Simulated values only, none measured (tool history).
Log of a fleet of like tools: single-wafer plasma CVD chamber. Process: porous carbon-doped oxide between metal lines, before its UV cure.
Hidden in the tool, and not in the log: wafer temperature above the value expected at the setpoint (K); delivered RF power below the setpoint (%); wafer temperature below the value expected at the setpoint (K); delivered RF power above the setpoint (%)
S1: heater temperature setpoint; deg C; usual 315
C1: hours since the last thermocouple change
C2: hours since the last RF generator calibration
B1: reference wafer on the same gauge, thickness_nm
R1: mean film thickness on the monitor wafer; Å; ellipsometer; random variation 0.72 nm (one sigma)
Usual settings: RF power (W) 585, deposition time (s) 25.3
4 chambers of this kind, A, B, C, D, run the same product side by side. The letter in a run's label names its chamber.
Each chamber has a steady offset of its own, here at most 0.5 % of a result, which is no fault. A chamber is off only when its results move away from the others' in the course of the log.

{"run": "1C", "hour": 12.5, "S1": 315, "RF power (W)": 585, "deposition time (s)": 25.3, "C1": 185.1, "C2": 660.1, "B1": 142, "R1": 1405.1}
{"run": "2D", "hour": 24.5, "S1": 315, "RF power (W)": 585, "deposition time (s)": 25.3, "C1": 1925.6, "C2": 232.3, "B1": 141.94, "R1": 1399.1}
{"hour": 33.2, "done": "chamber A: thermocouple changed; heater temperature recalibrated"}
{"run": "3A", "hour": 39.5, "S1": 315, "RF power (W)": 585, "deposition time (s)": 25.3, "C1": 6.3, "C2": 822.4, "B1": 142.07, "R1": 1409.6}
{"run": "4B", "hour": 54.1, "S1": 315, "RF power (W)": 585, "deposition time (s)": 25.3, "C1": 2021.2, "C2": 183.7, "B1": 141.84, "R1": 1399.3}
{"run": "5C", "hour": 62.3, "S1": 315, "RF power (W)": 585, "deposition time (s)": 25.3, "C1": 234.9, "C2": 709.9, "B1": 141.94, "R1": 1397.9}
{"run": "6B", "hour": 75.9, "S1": 315, "RF power (W)": 585, "deposition time (s)": 25.3, "C1": 2043, "C2": 205.5, "B1": 142.07, "R1": 1404.2}
{"run": "7D", "hour": 84.8, "S1": 315, "RF power (W)": 585, "deposition time (s)": 25.3, "C1": 1985.9, "C2": 292.6, "B1": 142.18, "R1": 1412.2}
{"run": "8A", "hour": 97.8, "S1": 315, "RF power (W)": 585, "deposition time (s)": 25.3, "C1": 64.6, "C2": 880.7, "B1": 141.94, "R1": 1391.8}
{"run": "9A", "hour": 110.2, "S1": 315, "RF power (W)": 585, "deposition time (s)": 25.3, "C1": 77, "C2": 893.1, "B1": 142.14, "R1": 1408.3}
{"run": "10D", "hour": 126.0, "S1": 315, "RF power (W)": 585, "deposition time (s)": 25.3, "C1": 2027.1, "C2": 333.8, "B1": 141.96, "R1": 1402.9}
{"run": "11C", "hour": 139.4, "S1": 315, "RF power (W)": 585, "deposition time (s)": 25.3, "C1": 312, "C2": 787, "B1": 141.98, "R1": 1403.1}
{"run": "12B", "hour": 147.6, "S1": 315, "RF power (W)": 585, "deposition time (s)": 25.3, "C1": 2114.7, "C2": 277.2, "B1": 142.02, "R1": 1409.2}
{"run": "13C", "hour": 155.2, "S1": 315, "RF power (W)": 585, "deposition time (s)": 25.3, "C1": 327.8, "C2": 802.8, "B1": 142.07, "R1": 1400.2}
{"run": "14B", "hour": 167.8, "S1": 315, "RF power (W)": 585, "deposition time (s)": 25.3, "C1": 2134.9, "C2": 297.4, "B1": 141.85, "R1": 1411.3}
{"run": "15A", "hour": 177.8, "S1": 315, "RF power (W)": 585, "deposition time (s)": 25.3, "C1": 144.6, "C2": 960.7, "B1": 141.84, "R1": 1404.9}
{"run": "16D", "hour": 189.4, "S1": 315, "RF power (W)": 585, "deposition time (s)": 25.3, "C1": 2090.5, "C2": 397.2, "B1": 141.97, "R1": 1395.1}
{"run": "17B", "hour": 200.5, "S1": 315, "RF power (W)": 585, "deposition time (s)": 25.3, "C1": 2167.6, "C2": 330.1, "B1": 142.03, "R1": 1406.9}
{"run": "18C", "hour": 213.6, "S1": 315, "RF power (W)": 585, "deposition time (s)": 25.3, "C1": 386.2, "C2": 861.2, "B1": 142.05, "R1": 1384.1}
{"run": "19A", "hour": 225.6, "S1": 325, "RF power (W)": 585, "deposition time (s)": 21.2, "C1": 192.4, "C2": 1008.5, "B1": 142.1, "R1": 1120.2}
{"run": "20D", "hour": 240.1, "S1": 325, "RF power (W)": 585, "deposition time (s)": 21.2, "C1": 2141.2, "C2": 447.9, "B1": 141.91, "R1": 1131.8}
{"run": "21B", "hour": 253.0, "S1": 325, "RF power (W)": 585, "deposition time (s)": 21.2, "C1": 2220.1, "C2": 382.6, "B1": 142.06, "R1": 1117.6}
{"run": "22A", "hour": 266.6, "S1": 325, "RF power (W)": 585, "deposition time (s)": 21.2, "C1": 233.4, "C2": 1049.5, "B1": 142.05, "R1": 1115.2}
{"run": "23D", "hour": 278.7, "S1": 315, "RF power (W)": 585, "deposition time (s)": 25.3, "C1": 2179.8, "C2": 486.5, "B1": 142, "R1": 1410.7}
{"run": "24C", "hour": 293.7, "S1": 315, "RF power (W)": 585, "deposition time (s)": 25.3, "C1": 466.3, "C2": 941.3, "B1": 142.3, "R1": 1360.9}
{"run": "25B", "hour": 304.7, "S1": 315, "RF power (W)": 585, "deposition time (s)": 25.3, "C1": 2271.8, "C2": 434.3, "B1": 141.98, "R1": 1402.1}
{"run": "26C", "hour": 320.5, "S1": 306, "RF power (W)": 585, "deposition time (s)": 25.3, "C1": 493.1, "C2": 968.1, "B1": 142.09, "R1": 1424.9}
{"run": "27A", "hour": 335.7, "S1": 306, "RF power (W)": 585, "deposition time (s)": 25.3, "C1": 302.5, "C2": 1118.6, "B1": 141.85, "R1": 1449.4}

What goes on in this fleet: one chamber off, a drifting gauge, or nothing beyond the chambers' own small offsets? Name the chamber and the cause, if any.

Chamber C drifts away from the others.
Cause: delivered RF power below the setpoint (%) = 6.61.

Here are 4 candidates for chamber C's next run, each the usual settings with a change, their results left as question marks. Which one brings its results back in line with what the others give on the usual settings?
In line means no further than this from the other chambers' mean on the usual settings: R1 25 Å
{"run": "28C-1", "hour": 347.5, "S1": 311, "RF power (W)": 635, "deposition time (s)": 25.3, "R1": "?"}
{"run": "28C-2", "hour": 347.5, "S1": 316, "RF power (W)": 575, "deposition time (s)": 24.6, "R1": "?"}
{"run": "28C-3", "hour": 347.5, "S1": 314, "RF power (W)": 595, "deposition time (s)": 26, "R1": "?"}
{"run": "28C-4", "hour": 347.5, "S1": 330, "RF power (W)": 585, "deposition time (s)": 25.3, "R1": "?"}

The other chambers' mean on the usual settings: R1 1402.1 Å
run=28C-1 R1=1450.1
run=28C-2 R1=1287.5
run=28C-3 R1=1404.2
run=28C-4 R1=1248
28C-3 brings the chamber back in line.
